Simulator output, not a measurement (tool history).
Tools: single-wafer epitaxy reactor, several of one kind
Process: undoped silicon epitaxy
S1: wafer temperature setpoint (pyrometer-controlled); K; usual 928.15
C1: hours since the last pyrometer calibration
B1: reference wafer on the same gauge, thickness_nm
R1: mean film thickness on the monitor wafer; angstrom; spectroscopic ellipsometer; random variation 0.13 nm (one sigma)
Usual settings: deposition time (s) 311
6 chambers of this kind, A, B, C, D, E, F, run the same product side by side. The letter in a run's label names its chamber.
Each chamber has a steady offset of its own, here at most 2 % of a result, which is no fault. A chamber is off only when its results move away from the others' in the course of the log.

{"run": "1F", "hour": 2.8, "S1": 928.15, "deposition time (s)": 311, "C1": 73.9, "B1": 50.905, "R1": 592.23}
{"run": "2B", "hour": 5.6, "S1": 928.15, "deposition time (s)": 311, "C1": 1524.3, "B1": 50.874, "R1": 572.6}
{"run": "3E", "hour": 9.0, "S1": 928.15, "deposition time (s)": 311, "C1": 844.8, "B1": 50.882, "R1": 583.75}
{"run": "4A", "hour": 12.8, "S1": 928.15, "deposition time (s)": 311, "C1": 1666.6, "B1": 50.877, "R1": 585.06}
{"run": "5D", "hour": 16.4, "S1": 928.15, "deposition time (s)": 311, "C1": 1844.0, "B1": 50.893, "R1": 581.21}
{"run": "6C", "hour": 21.2, "S1": 928.15, "deposition time (s)": 311, "C1": 1074.1, "B1": 50.892, "R1": 580.97}
{"run": "7C", "hour": 24.3, "S1": 928.15, "deposition time (s)": 311, "C1": 1077.2, "B1": 50.896, "R1": 579.02}
{"run": "8F", "hour": 28.7, "S1": 939.15, "deposition time (s)": 355, "C1": 99.8, "B1": 50.883, "R1": 851.3}
{"run": "9A", "hour": 32.2, "S1": 939.15, "deposition time (s)": 355, "C1": 1686.0, "B1": 50.892, "R1": 845.92}
{"run": "10B", "hour": 36.6, "S1": 939.15, "deposition time (s)": 355, "C1": 1555.3, "B1": 50.899, "R1": 832.71}
{"run": "11D", "hour": 39.0, "S1": 939.15, "deposition time (s)": 355, "C1": 1866.6, "B1": 50.948, "R1": 842.58}
{"run": "12E", "hour": 43.6, "S1": 939.15, "deposition time (s)": 355, "C1": 879.4, "B1": 50.905, "R1": 840.26}
{"run": "13C", "hour": 46.0, "S1": 939.15, "deposition time (s)": 355, "C1": 1098.9, "B1": 50.909, "R1": 832.38}
{"run": "14E", "hour": 48.6, "S1": 928.15, "deposition time (s)": 311, "C1": 884.4, "B1": 50.897, "R1": 583.56}
{"run": "15D", "hour": 52.1, "S1": 928.15, "deposition time (s)": 311, "C1": 1879.7, "B1": 50.889, "R1": 578.86}
{"run": "16F", "hour": 56.2, "S1": 928.15, "deposition time (s)": 311, "C1": 127.3, "B1": 50.891, "R1": 592.55}
{"hour": 58.0, "done": "chamber D: pyrometer calibrated"}
{"run": "17A", "hour": 58.5, "S1": 928.15, "deposition time (s)": 311, "C1": 1712.3, "B1": 50.88, "R1": 589.27}
{"run": "18B", "hour": 62.3, "S1": 928.15, "deposition time (s)": 311, "C1": 1581.0, "B1": 50.884, "R1": 575.25}
{"run": "19A", "hour": 65.4, "S1": 928.15, "deposition time (s)": 311, "C1": 1719.2, "B1": 50.898, "R1": 587.15}
{"run": "20D", "hour": 69.8, "S1": 928.15, "deposition time (s)": 311, "C1": 11.8, "B1": 50.92, "R1": 591.0}
{"run": "21E", "hour": 74.7, "S1": 928.15, "deposition time (s)": 311, "C1": 910.5, "B1": 50.887, "R1": 584.29}
{"run": "22F", "hour": 77.6, "S1": 940.15, "deposition time (s)": 276, "C1": 148.7, "B1": 50.891, "R1": 679.31}
{"hour": 78.9, "done": "chamber C: pyrometer calibrated"}
{"run": "23B", "hour": 81.2, "S1": 940.15, "deposition time (s)": 276, "C1": 1599.9, "B1": 50.9, "R1": 656.95}
{"run": "24C", "hour": 85.9, "S1": 940.15, "deposition time (s)": 276, "C1": 7.0, "B1": 50.936, "R1": 662.65}
{"run": "25E", "hour": 90.3, "S1": 940.15, "deposition time (s)": 276, "C1": 926.1, "B1": 50.912, "R1": 665.82}
{"run": "26A", "hour": 93.7, "S1": 940.15, "deposition time (s)": 276, "C1": 1747.5, "B1": 50.919, "R1": 667.83}
{"run": "27D", "hour": 96.1, "S1": 940.15, "deposition time (s)": 276, "C1": 38.1, "B1": 50.897, "R1": 680.95}
{"run": "28B", "hour": 99.7, "S1": 928.15, "deposition time (s)": 311, "C1": 1618.4, "B1": 50.911, "R1": 571.86}
{"run": "29F", "hour": 103.7, "S1": 940.15, "deposition time (s)": 278, "C1": 174.8, "B1": 50.892, "R1": 685.23}
{"run": "30C", "hour": 107.5, "S1": 940.15, "deposition time (s)": 278, "C1": 28.6, "B1": 50.912, "R1": 667.89}
{"run": "31E", "hour": 112.7, "S1": 940.15, "deposition time (s)": 278, "C1": 948.5, "B1": 50.903, "R1": 671.83}
{"run": "32F", "hour": 116.6, "S1": 940.15, "deposition time (s)": 278, "C1": 187.7, "B1": 50.9, "R1": 680.85}
{"run": "33D", "hour": 120.3, "S1": 940.15, "deposition time (s)": 278, "C1": 62.3, "B1": 50.896, "R1": 684.69}
{"run": "34B", "hour": 124.6, "S1": 940.15, "deposition time (s)": 278, "C1": 1643.3, "B1": 50.938, "R1": 662.08}
{"run": "35C", "hour": 128.1, "S1": 928.15, "deposition time (s)": 311, "C1": 49.2, "B1": 50.882, "R1": 578.85}
{"run": "36A", "hour": 133.2, "S1": 928.15, "deposition time (s)": 311, "C1": 1787.0, "B1": 50.915, "R1": 585.34}
{"run": "37D", "hour": 136.0, "S1": 928.15, "deposition time (s)": 311, "C1": 78.0, "B1": 50.892, "R1": 592.25}
{"run": "38A", "hour": 140.9, "S1": 928.15, "deposition time (s)": 311, "C1": 1794.7, "B1": 50.912, "R1": 585.52}
{"run": "39C", "hour": 144.9, "S1": 928.15, "deposition time (s)": 311, "C1": 66.0, "B1": 50.874, "R1": 579.3}

Is one chamber off against the others, does the gauge drift, or is nothing wrong? If a chamber is off, say which, and what the likeliest cause is.

A service left chamber D off against the others.
Cause: wafer temperature above the value expected at the setpoint (K) = 0.891.

Here are 4 candidates for chamber D's next run, each the usual settings with a change, their results left as question marks. Which one brings its results back in line with what the others give on the usual settings?
In line means no further than this from the other chambers' mean on the usual settings: R1 4.70 angstrom
{"run": "40D-1", "hour": 148.7, "S1": 928.15, "deposition time (s)": 316, "R1": "?"}
{"run": "40D-2", "hour": 148.7, "S1": 928.15, "deposition time (s)": 306, "R1": "?"}
{"run": "40D-3", "hour": 148.7, "S1": 928.15, "deposition time (s)": 301, "R1": "?"}
{"run": "40D-4", "hour": 148.7, "S1": 929.15, "deposition time (s)": 314, "R1": "?"}

The other chambers' mean on the usual settings: R1 582.84 angstrom
run=40D-1 R1=602.95
run=40D-2 R1=583.87
run=40D-3 R1=574.33
run=40D-4 R1=612.35
40D-2 brings the chamber back in line.
